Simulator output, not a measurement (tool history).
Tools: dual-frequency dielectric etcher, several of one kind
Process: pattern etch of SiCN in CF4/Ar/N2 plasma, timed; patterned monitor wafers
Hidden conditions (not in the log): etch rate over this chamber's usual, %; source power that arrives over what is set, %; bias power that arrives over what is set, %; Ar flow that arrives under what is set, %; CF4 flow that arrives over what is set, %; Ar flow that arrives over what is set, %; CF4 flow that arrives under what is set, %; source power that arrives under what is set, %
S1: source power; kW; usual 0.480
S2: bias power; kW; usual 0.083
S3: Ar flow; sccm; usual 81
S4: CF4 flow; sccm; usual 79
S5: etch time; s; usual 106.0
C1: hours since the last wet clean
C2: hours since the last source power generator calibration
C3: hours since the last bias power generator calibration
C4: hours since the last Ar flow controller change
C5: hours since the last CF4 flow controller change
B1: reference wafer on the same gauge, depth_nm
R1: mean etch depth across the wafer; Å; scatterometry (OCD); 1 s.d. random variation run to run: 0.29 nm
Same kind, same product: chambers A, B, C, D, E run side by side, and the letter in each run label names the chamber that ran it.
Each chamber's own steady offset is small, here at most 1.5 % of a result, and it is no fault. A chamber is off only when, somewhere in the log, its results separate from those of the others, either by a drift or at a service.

run,hour,S1,S2,S3,S4,S5,C1,C2,C3,C4,C5,B1,R1
1A,11.6,0.480,0.083,81,79,106.0,172.1,1292.7,933.0,4497.2,1275.3,97.021,1055.10
2D,22.2,0.480,0.083,81,79,106.0,316.6,407.1,552.8,4831.8,1598.9,97.034,1049.90
3E,29.9,0.480,0.083,81,79,106.0,341.0,1722.5,1745.2,398.7,1048.8,96.990,1063.60
4C,35.6,0.480,0.083,81,79,106.0,212.6,2478.4,372.1,1743.2,2641.2,96.987,1073.10
5B,42.2,0.480,0.083,81,79,106.0,54.5,1336.0,3202.2,1182.1,2734.3,97.023,1052.40
6D,49.8,0.480,0.083,81,79,106.0,344.2,434.7,580.4,4859.4,1626.5,97.002,1054.30
7B,62.1,0.480,0.083,96,79,83.5,74.4,1355.9,3222.1,1202.0,2754.2,96.959,813.98
8A,72.3,0.480,0.083,96,79,83.5,232.8,1353.4,993.7,4557.9,1336.0,96.995,816.61
# hour 72.8: chamber E: wet clean of the chamber
9E,78.2,0.480,0.083,96,79,83.5,5.5,1770.8,1793.5,447.0,1097.1,96.999,822.30
10C,88.4,0.480,0.083,96,79,83.5,265.4,2531.2,424.9,1796.0,2694.0,97.008,831.89
11D,95.9,0.480,0.083,96,79,83.5,390.3,480.8,626.5,4905.5,1672.6,96.944,807.14
12A,106.8,0.480,0.083,81,79,106.0,267.3,1387.9,1028.2,4592.4,1370.5,96.997,1059.30
13E,115.6,0.480,0.083,81,79,106.0,42.9,1808.2,1830.9,484.4,1134.5,96.972,1060.30
14B,121.7,0.480,0.083,81,79,106.0,134.0,1415.5,3281.7,1261.6,2813.8,97.009,1045.30
15C,133.5,0.480,0.083,81,79,106.0,310.5,2576.3,470.0,1841.1,2739.1,96.902,1072.10
16B,141.8,0.480,0.083,71,61,106.0,154.1,1435.6,3301.8,1281.7,2833.9,97.002,1033.70
# hour 146.4: chamber A: wet clean of the chamber
17D,152.2,0.480,0.083,71,61,106.0,446.6,537.1,682.8,4961.8,1728.9,97.019,1031.90
# hour 155.5: chamber D: wet clean of the chamber
18E,157.9,0.480,0.083,71,61,106.0,85.2,1850.5,1873.2,526.7,1176.8,96.948,1044.70
19C,166.4,0.480,0.083,71,61,106.0,343.4,2609.2,502.9,1874.0,2772.0,96.967,1061.70
20A,179.0,0.480,0.083,71,61,106.0,32.6,1460.1,1100.4,4664.6,1442.7,97.000,1038.50
21E,187.2,0.480,0.083,81,79,106.0,114.5,1879.8,1902.5,556.0,1206.1,96.941,1068.00
22D,195.7,0.480,0.083,100,79,106.0,40.2,580.6,726.3,5005.3,1772.4,96.952,1015.10
23C,206.1,0.480,0.083,100,79,106.0,383.1,2648.9,542.6,1913.7,2811.7,96.977,1040.80
24B,213.3,0.480,0.083,100,79,106.0,225.6,1507.1,3373.3,1353.2,2905.4,96.949,1036.90
25A,225.3,0.480,0.083,100,79,106.0,78.9,1506.4,1146.7,4710.9,1489.0,97.039,1027.20
26A,236.7,0.480,0.083,100,79,106.0,90.3,1517.8,1158.1,4722.3,1500.4,96.977,1028.40
27D,244.1,0.480,0.083,81,79,106.0,88.6,629.0,774.7,5053.7,1820.8,97.013,1054.20
28E,250.1,0.480,0.083,81,79,106.0,177.4,1942.7,1965.4,618.9,1269.0,96.990,1064.70
29C,261.8,0.480,0.083,81,79,106.0,438.8,2704.6,598.3,1969.4,2867.4,97.001,1081.00
30B,269.9,0.480,0.083,81,79,106.0,282.2,1563.7,3429.9,1409.8,2962.0,97.043,1074.60
31C,277.0,0.400,0.083,81,79,80.5,454.0,2719.8,613.5,1984.6,2882.6,96.980,691.93
# hour 280.2: chamber C: wet clean of the chamber
32B,283.2,0.400,0.083,81,79,80.5,295.5,1577.0,3443.2,1423.1,2975.3,97.016,700.27
33E,295.4,0.400,0.083,81,79,80.5,222.7,1988.0,2010.7,664.2,1314.3,96.968,689.99
34A,303.8,0.400,0.083,81,79,80.5,157.4,1584.9,1225.2,4789.4,1567.5,97.018,682.22
35D,315.4,0.400,0.083,81,79,80.5,159.9,700.3,846.0,5125.0,1892.1,96.955,677.28
36D,322.8,0.480,0.083,81,79,106.0,167.3,707.7,853.4,5132.4,1899.5,96.979,1055.90
37B,328.4,0.480,0.098,81,66,106.0,340.7,1622.2,3488.4,1468.3,3020.5,97.029,1120.40
38E,338.0,0.480,0.098,81,66,106.0,265.3,2030.6,2053.3,706.8,1356.9,96.936,1107.20
39C,349.5,0.480,0.098,81,66,106.0,69.3,2792.3,686.0,2057.1,2955.1,96.936,1108.60

One chamber off, gauge drift, or nothing amiss beyond the chambers' own small offsets? If it is a chamber, which one, and what is the likeliest cause?

One chamber, B, drifts off from the rest bit by bit.
Most likely cause: source power that arrives over what is set, % = 4.11.
It could be hard to tell apart here from: etch rate over this chamber's usual, %.

Here are 4 candidates for chamber B's next run, each the usual settings with a change, their results left as question marks. Which one brings its results back in line with what the others give on the usual settings?
A result is in line if it is within this distance of the other chambers' mean on the usual settings: R1 10.00 Å
40B-1,358.8,0.490,0.084,81,79,106.0,,,,,,,?
40B-2,358.8,0.480,0.091,78,82,106.0,,,,,,,?
40B-3,358.8,0.480,0.074,81,76,106.0,,,,,,,?
40B-4,358.8,0.480,0.083,81,67,106.0,,,,,,,?

Usual-settings mean across the other chambers: R1 1062.20 Å
run,R1
40B-1,1111.50
40B-2,1132.00
40B-3,1041.30
40B-4,1063.70
Change 40B-4 lands the chamber within the allowed miss of the other chambers.

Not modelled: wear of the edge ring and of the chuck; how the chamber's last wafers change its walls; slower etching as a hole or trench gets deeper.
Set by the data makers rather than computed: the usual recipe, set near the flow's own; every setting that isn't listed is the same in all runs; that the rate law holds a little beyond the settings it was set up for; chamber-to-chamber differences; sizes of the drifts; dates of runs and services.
